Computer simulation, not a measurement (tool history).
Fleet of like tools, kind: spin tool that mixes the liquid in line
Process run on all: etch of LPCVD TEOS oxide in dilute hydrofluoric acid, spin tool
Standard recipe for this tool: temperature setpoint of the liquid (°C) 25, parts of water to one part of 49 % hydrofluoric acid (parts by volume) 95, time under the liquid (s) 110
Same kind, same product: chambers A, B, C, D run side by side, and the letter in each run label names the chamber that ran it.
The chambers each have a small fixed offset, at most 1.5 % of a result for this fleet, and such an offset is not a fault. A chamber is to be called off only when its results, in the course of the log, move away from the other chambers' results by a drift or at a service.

run	hour	temperature setpoint of the liquid (°C)	parts of water to one part of 49 % hydrofluoric acid (parts by volume)	time under the liquid (s)	read-back film thickness of the LPCVD TEOS oxide reference wafer, read on the same gauge (nm)	thickness taken off the LPCVD TEOS oxide on a monitor wafer (Å)
1C	10.3	25	95	110	120	204.18
2A	18.8	25	95	110	120	202
3D	28.3	25	95	110	120	201.21
4B	37.5	25	95	110	120	202.08
5D	46.5	25	95	110	120	200.25
6C	54.6	25	95	110	119.98	204.84
7B	64.9	25	95	110	119.99	199.91
8A	72.1	25	95	110	119.98	201.12
9D	82.2	25	95	110	120	199.7
10C	91.7	25	95	110	120	205.75
11B	96.5	25	95	110	119.99	198.23
12A	106.6	25	95	110	120.01	202.3
13C	115	25	95	110	120.03	204.28
14D	125	25	95	110	119.98	201.2
15B	132.8	25	95	110	120.01	196.81
16A	141.4	25	95	110	119.99	200.08
17C	152.2	25	95	110	120.02	202.85
18A	157.7	25	95	110	119.99	200.45
19B	164.1	25	95	110	119.99	197.16
20D	173.4	25	95	110	119.96	200.43
21D	179.6	25	95	110	120	197.66
22A	184.7	25	95	110	120	202.82
23C	191.4	25	95	110	120.01	202.08
24B	202.2	25	95	110	120.01	191.74
# hour 210.2: chamber D: thermometer replaced
25A	210.5	25	95	110	120.01	203.31
26B	219.7	25	95	110	120	192.96
27C	224.6	25	95	110	120.01	201.42
28D	232.7	25	95	110	119.98	199.68
29C	238.9	25	95	110	120	200.57
# hour 240.4: chamber D: hydrofluoric acid flow meter replaced
30A	249.3	25	95	110	120	199.57
31D	256.6	25	95	110	119.97	202.89
32B	265.5	25	95	110	119.99	188.8

Is one chamber off against the others, does the gauge drift, or is nothing wrong? If a chamber is off, say which, and what the likeliest cause is.

It is chamber B that slowly wanders off from its peers.
Cause: liquid colder than its thermometer reads (K) = 1.62.
It could be hard to tell apart here from: hydrofluoric acid flow below the setpoint (%).

Here are 4 candidates for chamber B's next run, each the usual settings with a change, their results left as question marks. Which one brings its results back in line with what the others give on the usual settings?
In-line tolerance around the mean of the other chambers on the usual settings: thickness taken off the LPCVD TEOS oxide on a monitor wafer (Å) 5.6
33B-1	273.4	23.5	95	110		?
33B-2	273.4	24.5	95	110		?
33B-3	273.4	25	90	110		?
33B-4	273.4	25.5	95	110		?

Mean of the other chambers on the usual settings: thickness taken off the LPCVD TEOS oxide on a monitor wafer (Å) 201.84
run	thickness taken off the LPCVD TEOS oxide on a monitor wafer (Å)
33B-1	178.4
33B-2	185.9
33B-3	201.5
33B-4	193.56
33B-3 puts the chamber back in line with the other chambers.
